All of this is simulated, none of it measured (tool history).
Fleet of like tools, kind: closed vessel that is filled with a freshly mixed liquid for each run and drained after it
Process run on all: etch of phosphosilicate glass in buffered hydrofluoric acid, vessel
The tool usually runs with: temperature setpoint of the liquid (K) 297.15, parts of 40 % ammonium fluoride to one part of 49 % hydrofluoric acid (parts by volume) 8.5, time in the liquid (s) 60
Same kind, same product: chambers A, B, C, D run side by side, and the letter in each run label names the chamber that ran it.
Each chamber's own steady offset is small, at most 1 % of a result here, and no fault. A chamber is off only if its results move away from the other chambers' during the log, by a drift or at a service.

run     day  temperature setpoint of the liquid (K)  parts of 40 % ammonium fluoride to one part of 49 % hydrofluoric acid (parts by volume)  time in the liquid (s)  read-back film thickness of the phosphosilicate glass reference wafer, read on the same gauge (nm)  thickness taken off the phosphosilicate glass on a monitor wafer (nm)
 1D     0.3                                  297.15                                                                                      8.5                      60                                                                                              89.993                                                                 494.11
 2C   0.608                                  297.15                                                                                      8.5                      60                                                                                              89.994                                                                 491.23
 3B   0.779                                  297.15                                                                                      8.5                      60                                                                                              89.958                                                                  490.8
 4A   0.992                                  297.15                                                                                      8.5                      60                                                                                              90.016                                                                 488.26
 5A    1.25                                  297.15                                                                                      8.5                      60                                                                                              90.018                                                                 486.19
 6D   1.554                                  297.15                                                                                      8.5                      60                                                                                              89.993                                                                 488.34
 7C   1.762                                  297.15                                                                                      8.5                      60                                                                                              89.996                                                                 493.33
 8B   1.962                                  297.15                                                                                      8.5                      60                                                                                              89.982                                                                 492.98
 9D   2.338                                  297.15                                                                                      8.5                      60                                                                                              90.031                                                                 480.21
10A     2.7                                  297.15                                                                                      8.5                      60                                                                                              89.999                                                                 491.26
11C   2.925                                  297.15                                                                                      8.5                      60                                                                                              90.003                                                                 485.98
12B   3.204                                  297.15                                                                                      8.5                      60                                                                                              90.009                                                                 493.86
13D   3.492                                  297.15                                                                                      8.5                      60                                                                                              89.984                                                                 482.63
14C   3.829                                  297.15                                                                                     10.5                      40                                                                                              90.017                                                                 277.58
15A   4.079                                  297.15                                                                                     10.5                      40                                                                                              89.986                                                                 269.94
16B   4.333                                  297.15                                                                                     10.5                      40                                                                                              89.957                                                                 275.52
17D   4.546                                  297.15                                                                                     10.5                      40                                                                                              89.981                                                                 262.55
18C   4.871                                  297.15                                                                                      8.5                      60                                                                                              90.019                                                                 489.19
      5.117  -- chamber A: thermometer replaced
19B   5.121                                  297.15                                                                                      8.5                      60                                                                                              90.033                                                                  487.1
20A     5.5                                  297.15                                                                                      8.5                      60                                                                                                  90                                                                 484.32
21C   5.846                                  297.15                                                                                      8.5                      60                                                                                              90.019                                                                 492.06
22B   6.112                                  297.15                                                                                        7                      60                                                                                              89.993                                                                 604.07
23D   6.446                                  297.15                                                                                        7                      60                                                                                              89.967                                                                 560.56
24A   6.779                                  297.15                                                                                        7                      60                                                                                              90.006                                                                 597.03
25A   7.038                                  297.15                                                                                        7                      60                                                                                              89.995                                                                 605.65
26D   7.258                                  297.15                                                                                      8.5                      60                                                                                              89.972                                                                 456.66
27C    7.55                                  297.15                                                                                      8.5                      60                                                                                              89.989                                                                 491.37
28B   7.867                                  297.15                                                                                      8.5                      60                                                                                               90.01                                                                  493.3
29A   8.229                                  299.15                                                                                      8.5                      60                                                                                              90.015                                                                 539.53
30B   8.583                                  299.15                                                                                      8.5                      60                                                                                              89.989                                                                 544.13
31C   8.833                                  299.15                                                                                      8.5                      60                                                                                              90.009                                                                 550.24
32D   9.067                                  299.15                                                                                      8.5                      60                                                                                              90.004                                                                 497.39
33D   9.262                                  297.15                                                                                      6.5                      45                                                                                              90.007                                                                 439.51
34B    9.65                                  297.15                                                                                      6.5                      45                                                                                              90.014                                                                 473.24
35C   9.875                                  297.15                                                                                      6.5                      45                                                                                              89.949                                                                 486.97
36A  10.204                                  297.15                                                                                      6.5                      45                                                                                              90.022                                                                 482.91
37A  10.479                                  297.15                                                                                      8.5                      60                                                                                              89.989                                                                 484.96
38C  10.688                                  297.15                                                                                      8.5                      60                                                                                              90.006                                                                 488.71
39D  10.908                                  297.15                                                                                      8.5                      60                                                                                              90.005                                                                 442.69
40B  11.129                                  297.15                                                                                      8.5                      60                                                                                              89.979                                                                 486.11

What goes on in this fleet: one chamber off, a drifting gauge, or nothing beyond the chambers' own small offsets? Name the chamber and the cause, if any.

Chamber D drifts away from the others.
Likeliest cause: hydrofluoric acid flow below the setpoint (%) = 12.1.
The log may not tell that from: liquid colder than its thermometer reads (K).

Which of the 4 candidates below, each the usual settings with something changed and its results left as question marks, puts chamber D back in line with what the other chambers give on the usual settings?
Allowed miss from the other chambers' usual-settings mean, per result, to count as in line: thickness taken off the phosphosilicate glass on a monitor wafer (nm) 15
41D-1  11.408                                  296.15                                                                                      8.5                      60                                                                                                                                                                          ?
41D-2  11.408                                  297.15                                                                                        8                      60                                                                                                                                                                          ?
41D-3  11.408                                  295.15                                                                                      8.5                      60                                                                                                                                                                          ?
41D-4  11.408                                  297.15                                                                                      7.5                      60                                                                                                                                                                          ?

Average result of the remaining chambers running the usual settings: thickness taken off the phosphosilicate glass on a monitor wafer (nm) 488.53
  run  thickness taken off the phosphosilicate glass on a monitor wafer (nm)
41D-1                                                                  416.8
41D-2                                                                 457.58
41D-3                                                                 394.48
41D-4                                                                 488.95
The answer is 41D-4, which returns the chamber to within the allowed miss of the others.

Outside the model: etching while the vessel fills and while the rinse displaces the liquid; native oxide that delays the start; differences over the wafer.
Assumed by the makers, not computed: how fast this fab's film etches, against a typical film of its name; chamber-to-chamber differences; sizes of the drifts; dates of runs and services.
